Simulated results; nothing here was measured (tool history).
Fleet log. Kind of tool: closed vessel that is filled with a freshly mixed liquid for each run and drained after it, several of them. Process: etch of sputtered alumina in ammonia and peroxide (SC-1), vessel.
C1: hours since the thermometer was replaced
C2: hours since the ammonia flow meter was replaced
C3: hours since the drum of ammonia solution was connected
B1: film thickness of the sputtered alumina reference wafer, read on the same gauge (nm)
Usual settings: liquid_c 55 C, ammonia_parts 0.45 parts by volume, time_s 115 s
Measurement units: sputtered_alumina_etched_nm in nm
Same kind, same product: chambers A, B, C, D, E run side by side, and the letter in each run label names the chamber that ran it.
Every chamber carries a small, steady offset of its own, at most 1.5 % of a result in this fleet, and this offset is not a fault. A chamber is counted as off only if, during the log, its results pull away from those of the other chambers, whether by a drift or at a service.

Run 1A, hour 4.9: usual settings; C1 200.5; C2 1449.3; C3 116.7; B1 30.003. Result: sputtered_alumina_etched_nm 9.4695 nm.
Run 2E, hour 8.7: usual settings; C1 23.7; C2 947.0; C3 283.5; B1 29.987. Result: sputtered_alumina_etched_nm 9.5428 nm.
At hour 8.8: chamber E: ammonia flow meter replaced.
Run 3C, hour 13.2: usual settings; C1 969.4; C2 23.8; C3 504.9; B1 30.011. Result: sputtered_alumina_etched_nm 9.6584 nm.
Run 4B, hour 15.9: usual settings; C1 26.0; C2 127.3; C3 123.2; B1 29.984. Result: sputtered_alumina_etched_nm 9.5558 nm.
Run 5D, hour 20.2: usual settings; C1 85.5; C2 1080.2; C3 207.5; B1 29.998. Result: sputtered_alumina_etched_nm 9.5208 nm.
Run 6C, hour 25.4: usual settings; C1 981.6; C2 36.0; C3 517.1; B1 30.036. Result: sputtered_alumina_etched_nm 9.6568 nm.
Run 7A, hour 28.9: usual settings but ammonia_parts 0.55 parts by volume; C1 224.5; C2 1473.3; C3 140.7; B1 29.950. Result: sputtered_alumina_etched_nm 9.7254 nm.
Run 8D, hour 31.3: usual settings but ammonia_parts 0.55 parts by volume; C1 96.6; C2 1091.3; C3 218.6; B1 30.029. Result: sputtered_alumina_etched_nm 9.8457 nm.
Run 9B, hour 35.8: usual settings but ammonia_parts 0.55 parts by volume; C1 45.9; C2 147.2; C3 143.1; B1 29.998. Result: sputtered_alumina_etched_nm 9.9748 nm.
Run 10E, hour 38.4: usual settings but ammonia_parts 0.55 parts by volume; C1 53.4; C2 29.7; C3 313.2; B1 29.980. Result: sputtered_alumina_etched_nm 9.7061 nm.
Run 11D, hour 43.0: usual settings but ammonia_parts 0.55 parts by volume; C1 108.3; C2 1103.0; C3 230.3; B1 29.962. Result: sputtered_alumina_etched_nm 9.8816 nm.
Run 12C, hour 45.9: usual settings; C1 1002.1; C2 56.5; C3 537.6; B1 30.024. Result: sputtered_alumina_etched_nm 9.5452 nm.
Run 13B, hour 50.6: usual settings; C1 60.7; C2 162.0; C3 157.9; B1 29.990. Result: sputtered_alumina_etched_nm 9.6745 nm.
Run 14E, hour 53.1: usual settings; C1 68.1; C2 44.4; C3 327.9; B1 30.009. Result: sputtered_alumina_etched_nm 9.6722 nm.
Run 15A, hour 57.3: usual settings; C1 252.9; C2 1501.7; C3 169.1; B1 30.027. Result: sputtered_alumina_etched_nm 9.4725 nm.
Run 16A, hour 61.8: usual settings; C1 257.4; C2 1506.2; C3 173.6; B1 29.934. Result: sputtered_alumina_etched_nm 9.3981 nm.
Run 17D, hour 66.3: usual settings; C1 131.6; C2 1126.3; C3 253.6; B1 30.012. Result: sputtered_alumina_etched_nm 9.6382 nm.
Run 18E, hour 69.6: usual settings; C1 84.6; C2 60.9; C3 344.4; B1 30.029. Result: sputtered_alumina_etched_nm 9.5467 nm.
Run 19C, hour 72.3: usual settings but time_s 155 s; C1 1028.5; C2 82.9; C3 564.0; B1 29.986. Result: sputtered_alumina_etched_nm 12.6170 nm.
Run 20B, hour 76.2: usual settings but time_s 155 s; C1 86.3; C2 187.6; C3 183.5; B1 30.055. Result: sputtered_alumina_etched_nm 13.0870 nm.
Run 21A, hour 80.1: usual settings but time_s 155 s; C1 275.7; C2 1524.5; C3 191.9; B1 29.967. Result: sputtered_alumina_etched_nm 12.7240 nm.
Run 22D, hour 83.0: usual settings but time_s 155 s; C1 148.3; C2 1143.0; C3 270.3; B1 30.001. Result: sputtered_alumina_etched_nm 12.9050 nm.
Run 23E, hour 86.9: usual settings but time_s 155 s; C1 101.9; C2 78.2; C3 361.7; B1 30.033. Result: sputtered_alumina_etched_nm 12.9660 nm.
Run 24C, hour 89.8: usual settings; C1 1046.0; C2 100.4; C3 581.5; B1 30.087. Result: sputtered_alumina_etched_nm 9.1506 nm.
Run 25B, hour 92.3: usual settings; C1 102.4; C2 203.7; C3 199.6; B1 30.025. Result: sputtered_alumina_etched_nm 9.7849 nm.
Run 26B, hour 97.0: usual settings; C1 107.1; C2 208.4; C3 204.3; B1 30.051. Result: sputtered_alumina_etched_nm 9.6091 nm.
Run 27E, hour 99.8: usual settings; C1 114.8; C2 91.1; C3 374.6; B1 29.992. Result: sputtered_alumina_etched_nm 9.5111 nm.
Run 28C, hour 102.9: usual settings; C1 1059.1; C2 113.5; C3 594.6; B1 29.958. Result: sputtered_alumina_etched_nm 9.1866 nm.
Run 29A, hour 105.6: usual settings; C1 301.2; C2 1550.0; C3 217.4; B1 29.991. Result: sputtered_alumina_etched_nm 9.4597 nm.
Run 30D, hour 108.8: usual settings; C1 174.1; C2 1168.8; C3 296.1; B1 30.019. Result: sputtered_alumina_etched_nm 9.6024 nm.
Run 31D, hour 113.0: usual settings; C1 178.3; C2 1173.0; C3 300.3; B1 29.968. Result: sputtered_alumina_etched_nm 9.6410 nm.
Run 32B, hour 117.7: usual settings; C1 127.8; C2 229.1; C3 225.0; B1 29.973. Result: sputtered_alumina_etched_nm 9.6768 nm.
Run 33A, hour 121.5: usual settings; C1 317.1; C2 1565.9; C3 233.3; B1 30.063. Result: sputtered_alumina_etched_nm 9.5207 nm.

Read the log: is a single chamber off, either drifting away or since a service, is the gauge that measures every chamber drifting, or is nothing wrong beyond small per-chamber offsets? Name any odd chamber and what most likely caused it.

Chamber C drifts away from the others.
Likeliest cause: liquid colder than its thermometer reads (K) = 1.38.

Below are 4 candidate recipes for chamber C's next run, each the usual settings with a change, their results shown as question marks. Which of them brings C's results back in line with what the other chambers give on the usual settings?
A result is in line if it is within this distance of the other chambers' mean on the usual settings: sputtered_alumina_etched_nm 0.1900 nm
Run 34C-1, hour 125.4: usual settings but liquid_c 54.5 C, time_s 110 s. Result: sputtered_alumina_etched_nm ?.
Run 34C-2, hour 125.4: usual settings but liquid_c 55.5 C, time_s 120 s. Result: sputtered_alumina_etched_nm ?.
Run 34C-3, hour 125.4: usual settings but liquid_c 54.5 C. Result: sputtered_alumina_etched_nm ?.
Run 34C-4, hour 125.4: usual settings but liquid_c 55.5 C. Result: sputtered_alumina_etched_nm ?.

Average result of the remaining chambers running the usual settings: sputtered_alumina_etched_nm 9.5933 nm
  run  sputtered_alumina_etched_nm
34C-1                       8.3347
34C-2                       9.5885
34C-3                       8.7135
34C-4                       9.1890
The answer is 34C-2, which returns the chamber to within the allowed miss of the others.

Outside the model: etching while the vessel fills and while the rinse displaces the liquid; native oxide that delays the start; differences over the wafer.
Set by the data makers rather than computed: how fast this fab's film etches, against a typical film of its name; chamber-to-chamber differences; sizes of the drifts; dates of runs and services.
